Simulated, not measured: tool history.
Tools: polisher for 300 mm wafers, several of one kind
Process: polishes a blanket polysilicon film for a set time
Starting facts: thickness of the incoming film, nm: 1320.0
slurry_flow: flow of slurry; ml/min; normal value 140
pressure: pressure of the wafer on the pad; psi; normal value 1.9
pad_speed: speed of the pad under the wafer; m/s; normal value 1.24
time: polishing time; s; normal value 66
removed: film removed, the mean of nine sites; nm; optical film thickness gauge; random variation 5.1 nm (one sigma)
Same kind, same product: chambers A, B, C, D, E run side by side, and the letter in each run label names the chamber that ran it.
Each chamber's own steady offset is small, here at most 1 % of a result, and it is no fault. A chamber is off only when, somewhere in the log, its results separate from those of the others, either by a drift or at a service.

run   hour  slurry_flow  pressure  pad_speed  time  removed
       9.2  -- chamber A: worn pad replaced by a new one
 1B   10.5          140       1.9       1.24    66   373.54
 2C   16.3          140       1.9       1.24    66   378.28
 3D   27.5          140       1.9       1.24    66   379.46
 4E   36.5          140       1.9       1.24    66   377.78
 5A   49.7          140       1.9       1.24    66   374.77
      54.1  -- chamber C: worn pad replaced by a new one
 6C   57.5          140       1.9       1.24    66   372.46
 7E   65.0          140       1.9       1.06    77   374.83
      65.1  -- chamber D: worn pad replaced by a new one
 8D   71.1          140       1.9       1.06    77   381.93
 9B   82.8          140       1.9       1.06    77   377.33
      85.3  -- chamber B: worn pad replaced by a new one
      86.6  -- chamber A: worn pad replaced by a new one
10A   91.1          140       1.9       1.06    77   371.58
11C  101.3          140       1.9       1.06    77   366.75
12D  113.1          140       1.9       1.24    66   372.87
13B  125.9          140       1.9       1.24    66   374.07
     126.6  -- chamber C: worn pad replaced by a new one
14E  135.8          140       1.9       1.24    66   362.61
15A  143.8          140       1.9       1.24    66   375.13
     147.9  -- chamber D: worn pad replaced by a new one
     152.3  -- chamber A: head pressure recalibrated
16C  153.4          140       1.9       1.24    66   379.64
     156.5  -- chamber E: slurry nozzle cleaned
17E  160.6          140       1.9       1.24    66   360.24
     165.8  -- chamber A: worn pad replaced by a new one
     166.2  -- chamber B: worn pad replaced by a new one
18A  167.4          140       1.9       1.24    66   375.44
19B  179.2          140       1.9       1.24    66   374.66
20D  191.9          140       1.9       1.24    66   373.27
21B  199.3          140       1.9       1.24    66   374.15
     204.0  -- chamber C: worn pad replaced by a new one
22D  206.7          140       1.9       1.24    66   375.80
23E  217.2          140       1.4       1.24    84   341.94
     221.5  -- chamber D: worn pad replaced by a new one
24C  223.1          140       1.4       1.24    84   359.29
     224.2  -- chamber A: slurry nozzle cleaned
25A  229.0          140       1.4       1.24    84   350.69
     238.0  -- chamber B: worn pad replaced by a new one
26D  241.2          140       1.4       1.24    84   350.34
27B  247.7          140       1.4       1.24    84   349.99
     250.7  -- chamber A: worn pad replaced by a new one
28A  261.1          140       1.9       1.24    66   373.37
29C  270.2          140       1.9       1.24    66   372.14
     273.4  -- chamber C: worn pad replaced by a new one
30E  280.4          140       1.9       1.24    66   350.01
31B  286.2          140       1.9       1.24    66   379.61
32E  293.2          140       1.9       1.24    56   289.52
33C  300.9          140       1.9       1.24    56   314.17
     306.5  -- chamber D: worn pad replaced by a new one
     308.5  -- chamber B: worn pad replaced by a new one
34A  311.4          140       1.9       1.24    56   320.86
35D  323.5          140       1.9       1.24    56   323.55
36D  331.6          140       1.9       1.24    56   311.76
     337.2  -- chamber A: worn pad replaced by a new one
37E  341.2          140       1.9       1.24    66   331.99
38B  347.6          140       1.9       1.24    66   377.84
39A  355.3          140       1.9       1.24    66   375.54
     357.6  -- chamber C: worn pad replaced by a new one
40C  364.8          140       1.9       1.24    66   380.70
41E  376.2          140       1.9       1.24    66   325.97

For the next run the whole fleet of 5 chambers uses the same settings. Give each chamber's results:
42A  385.8          190       1.9       1.24    66        ?
42B  385.8          190       1.9       1.24    66        ?
42C  385.8          190       1.9       1.24    66        ?
42D  385.8          190       1.9       1.24    66        ?
42E  385.8          190       1.9       1.24    66        ?

run  removed
42A   397.39
42B   397.69
42C   387.41
42D   401.56
42E   351.47
